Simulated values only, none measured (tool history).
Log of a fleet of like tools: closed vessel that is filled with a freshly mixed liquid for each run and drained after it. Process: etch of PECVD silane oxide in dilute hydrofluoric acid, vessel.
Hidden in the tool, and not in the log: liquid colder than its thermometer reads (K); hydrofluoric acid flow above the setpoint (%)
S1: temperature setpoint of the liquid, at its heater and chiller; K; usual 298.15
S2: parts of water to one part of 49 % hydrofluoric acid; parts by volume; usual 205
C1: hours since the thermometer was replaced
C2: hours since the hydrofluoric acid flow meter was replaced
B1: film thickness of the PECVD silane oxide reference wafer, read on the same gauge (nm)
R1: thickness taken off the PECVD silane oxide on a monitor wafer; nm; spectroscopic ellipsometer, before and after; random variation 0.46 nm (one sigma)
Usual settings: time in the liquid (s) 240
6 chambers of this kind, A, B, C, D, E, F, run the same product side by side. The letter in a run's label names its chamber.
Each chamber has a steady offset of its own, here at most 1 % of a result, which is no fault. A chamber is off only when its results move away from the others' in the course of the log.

{"run": "1D", "hour": 4.6, "S1": 298.15, "S2": 205, "time in the liquid (s)": 240, "C1": 1541.5, "C2": 1566.9, "B1": 100.04, "R1": 47.385}
{"run": "2F", "hour": 7.2, "S1": 298.15, "S2": 205, "time in the liquid (s)": 240, "C1": 1910.2, "C2": 229.9, "B1": 100.02, "R1": 46.208}
{"run": "3A", "hour": 11.6, "S1": 298.15, "S2": 205, "time in the liquid (s)": 240, "C1": 1541.6, "C2": 740, "B1": 100, "R1": 45.898}
{"run": "4C", "hour": 16.5, "S1": 298.15, "S2": 205, "time in the liquid (s)": 240, "C1": 437, "C2": 847.4, "B1": 99.958, "R1": 45.803}
{"run": "5B", "hour": 19.5, "S1": 298.15, "S2": 205, "time in the liquid (s)": 240, "C1": 117.4, "C2": 1084.5, "B1": 99.987, "R1": 46.207}
{"run": "6E", "hour": 23.7, "S1": 298.15, "S2": 205, "time in the liquid (s)": 240, "C1": 2455, "C2": 1530.2, "B1": 99.918, "R1": 45.827}
{"run": "7F", "hour": 28.1, "S1": 298.15, "S2": 205, "time in the liquid (s)": 240, "C1": 1931.1, "C2": 250.8, "B1": 99.973, "R1": 45.837}
{"run": "8D", "hour": 30.7, "S1": 298.15, "S2": 205, "time in the liquid (s)": 240, "C1": 1567.6, "C2": 1593, "B1": 100.05, "R1": 46.942}
{"run": "9E", "hour": 34.5, "S1": 298.15, "S2": 205, "time in the liquid (s)": 240, "C1": 2465.8, "C2": 1541, "B1": 100.03, "R1": 46.471}
{"run": "10C", "hour": 38.7, "S1": 298.15, "S2": 205, "time in the liquid (s)": 240, "C1": 459.2, "C2": 869.6, "B1": 100.05, "R1": 45.487}
{"run": "11A", "hour": 43.5, "S1": 298.15, "S2": 205, "time in the liquid (s)": 130, "C1": 1573.5, "C2": 771.9, "B1": 100, "R1": 24.555}
{"run": "12B", "hour": 47.7, "S1": 298.15, "S2": 205, "time in the liquid (s)": 130, "C1": 145.6, "C2": 1112.7, "B1": 99.998, "R1": 25.248}
{"run": "13D", "hour": 50.5, "S1": 298.15, "S2": 205, "time in the liquid (s)": 130, "C1": 1587.4, "C2": 1612.8, "B1": 99.988, "R1": 25.763}
{"run": "14E", "hour": 55.1, "S1": 298.15, "S2": 205, "time in the liquid (s)": 130, "C1": 2486.4, "C2": 1561.6, "B1": 100.03, "R1": 24.401}
{"run": "15A", "hour": 58.3, "S1": 298.15, "S2": 205, "time in the liquid (s)": 130, "C1": 1588.3, "C2": 786.7, "B1": 99.968, "R1": 24.696}
{"run": "16B", "hour": 62.0, "S1": 298.15, "S2": 205, "time in the liquid (s)": 130, "C1": 159.9, "C2": 1127, "B1": 100.01, "R1": 25.525}
{"run": "17F", "hour": 66.7, "S1": 298.15, "S2": 205, "time in the liquid (s)": 240, "C1": 1969.7, "C2": 289.4, "B1": 99.966, "R1": 46.216}
{"run": "18C", "hour": 70.4, "S1": 298.15, "S2": 205, "time in the liquid (s)": 240, "C1": 490.9, "C2": 901.3, "B1": 99.989, "R1": 45.921}
{"run": "19B", "hour": 74.5, "S1": 298.15, "S2": 205, "time in the liquid (s)": 240, "C1": 172.4, "C2": 1139.5, "B1": 100.01, "R1": 46.09}
{"run": "20D", "hour": 77.3, "S1": 298.15, "S2": 205, "time in the liquid (s)": 240, "C1": 1614.2, "C2": 1639.6, "B1": 100.01, "R1": 47.783}
{"run": "21E", "hour": 81.2, "S1": 298.15, "S2": 205, "time in the liquid (s)": 240, "C1": 2512.5, "C2": 1587.7, "B1": 100.08, "R1": 45.746}
{"run": "22A", "hour": 83.6, "S1": 298.15, "S2": 205, "time in the liquid (s)": 240, "C1": 1613.6, "C2": 812, "B1": 99.954, "R1": 46.771}
{"run": "23C", "hour": 88.4, "S1": 298.15, "S2": 205, "time in the liquid (s)": 240, "C1": 508.9, "C2": 919.3, "B1": 100.04, "R1": 45.833}
{"run": "24F", "hour": 92.8, "S1": 298.15, "S2": 205, "time in the liquid (s)": 240, "C1": 1995.8, "C2": 315.5, "B1": 99.976, "R1": 46.072}
{"run": "25A", "hour": 95.3, "S1": 298.15, "S2": 205, "time in the liquid (s)": 240, "C1": 1625.3, "C2": 823.7, "B1": 99.982, "R1": 47.762}
{"run": "26D", "hour": 98.5, "S1": 298.15, "S2": 205, "time in the liquid (s)": 240, "C1": 1635.4, "C2": 1660.8, "B1": 100.02, "R1": 48.367}
{"run": "27B", "hour": 103.7, "S1": 298.15, "S2": 205, "time in the liquid (s)": 240, "C1": 201.6, "C2": 1168.7, "B1": 99.972, "R1": 46.538}
{"run": "28F", "hour": 108.5, "S1": 298.15, "S2": 205, "time in the liquid (s)": 240, "C1": 2011.5, "C2": 331.2, "B1": 100.02, "R1": 46.645}
{"hour": 111.3, "done": "chamber F: thermometer replaced"}
{"run": "29C", "hour": 113.6, "S1": 298.15, "S2": 205, "time in the liquid (s)": 240, "C1": 534.1, "C2": 944.5, "B1": 100.03, "R1": 45.844}
{"run": "30E", "hour": 117.5, "S1": 294.15, "S2": 245, "time in the liquid (s)": 240, "C1": 2548.8, "C2": 1624, "B1": 100.08, "R1": 31.808}
{"run": "31D", "hour": 120.3, "S1": 294.15, "S2": 245, "time in the liquid (s)": 240, "C1": 1657.2, "C2": 1682.6, "B1": 100.03, "R1": 32.874}
{"run": "32A", "hour": 124.0, "S1": 294.15, "S2": 245, "time in the liquid (s)": 240, "C1": 1654, "C2": 852.4, "B1": 100.06, "R1": 32.989}
{"run": "33C", "hour": 128.2, "S1": 294.15, "S2": 245, "time in the liquid (s)": 240, "C1": 548.7, "C2": 959.1, "B1": 100.07, "R1": 31.946}
{"run": "34E", "hour": 131.5, "S1": 294.15, "S2": 245, "time in the liquid (s)": 240, "C1": 2562.8, "C2": 1638, "B1": 99.989, "R1": 31.819}
{"run": "35F", "hour": 135.9, "S1": 294.15, "S2": 245, "time in the liquid (s)": 240, "C1": 24.7, "C2": 358.6, "B1": 100.01, "R1": 32.455}
{"run": "36B", "hour": 138.6, "S1": 298.15, "S2": 205, "time in the liquid (s)": 240, "C1": 236.5, "C2": 1203.6, "B1": 99.998, "R1": 46.518}
{"run": "37C", "hour": 142.3, "S1": 298.15, "S2": 205, "time in the liquid (s)": 240, "C1": 562.8, "C2": 973.2, "B1": 99.992, "R1": 45.664}
{"run": "38E", "hour": 147.0, "S1": 298.15, "S2": 205, "time in the liquid (s)": 240, "C1": 2578.3, "C2": 1653.5, "B1": 99.977, "R1": 45.555}
{"run": "39F", "hour": 150.1, "S1": 298.15, "S2": 265, "time in the liquid (s)": 240, "C1": 38.9, "C2": 372.8, "B1": 100.03, "R1": 34.229}
{"run": "40B", "hour": 153.0, "S1": 298.15, "S2": 265, "time in the liquid (s)": 240, "C1": 250.9, "C2": 1218, "B1": 100.02, "R1": 33.632}
{"run": "41A", "hour": 155.7, "S1": 298.15, "S2": 265, "time in the liquid (s)": 240, "C1": 1685.7, "C2": 884.1, "B1": 100.03, "R1": 36.576}
{"run": "42D", "hour": 160.2, "S1": 298.15, "S2": 265, "time in the liquid (s)": 240, "C1": 1697.1, "C2": 1722.5, "B1": 100.02, "R1": 35.355}
{"run": "43B", "hour": 164.2, "S1": 298.15, "S2": 265, "time in the liquid (s)": 240, "C1": 262.1, "C2": 1229.2, "B1": 99.964, "R1": 33.929}
{"run": "44F", "hour": 169.1, "S1": 298.15, "S2": 265, "time in the liquid (s)": 240, "C1": 57.9, "C2": 391.8, "B1": 100.01, "R1": 33.938}

Is one chamber off against the others, does the gauge drift, or is nothing wrong? If a chamber is off, say which, and what the likeliest cause is.

Chamber A drifts away from the others.
Cause: hydrofluoric acid flow above the setpoint (%) = 8.08.
The log may not tell that from: liquid hotter than its thermometer reads (K).

Here are 4 candidates for chamber A's next run, each the usual settings with a change, their results left as question marks. Which one brings its results back in line with what the others give on the usual settings?
In line means no further than this from the other chambers' mean on the usual settings: R1 1.6 nm
{"run": "45A-1", "hour": 172.9, "S1": 298.15, "S2": 210, "time in the liquid (s)": 230, "R1": "?"}
{"run": "45A-2", "hour": 172.9, "S1": 297.65, "S2": 205, "time in the liquid (s)": 210, "R1": "?"}
{"run": "45A-3", "hour": 172.9, "S1": 298.65, "S2": 185, "time in the liquid (s)": 240, "R1": "?"}
{"run": "45A-4", "hour": 172.9, "S1": 298.15, "S2": 205, "time in the liquid (s)": 260, "R1": "?"}

The other chambers' mean on the usual settings: R1 46.439 nm
run=45A-1 R1=47.088
run=45A-2 R1=43.435
run=45A-3 R1=58.171
run=45A-4 R1=54.781
45A-1 brings the chamber back in line.

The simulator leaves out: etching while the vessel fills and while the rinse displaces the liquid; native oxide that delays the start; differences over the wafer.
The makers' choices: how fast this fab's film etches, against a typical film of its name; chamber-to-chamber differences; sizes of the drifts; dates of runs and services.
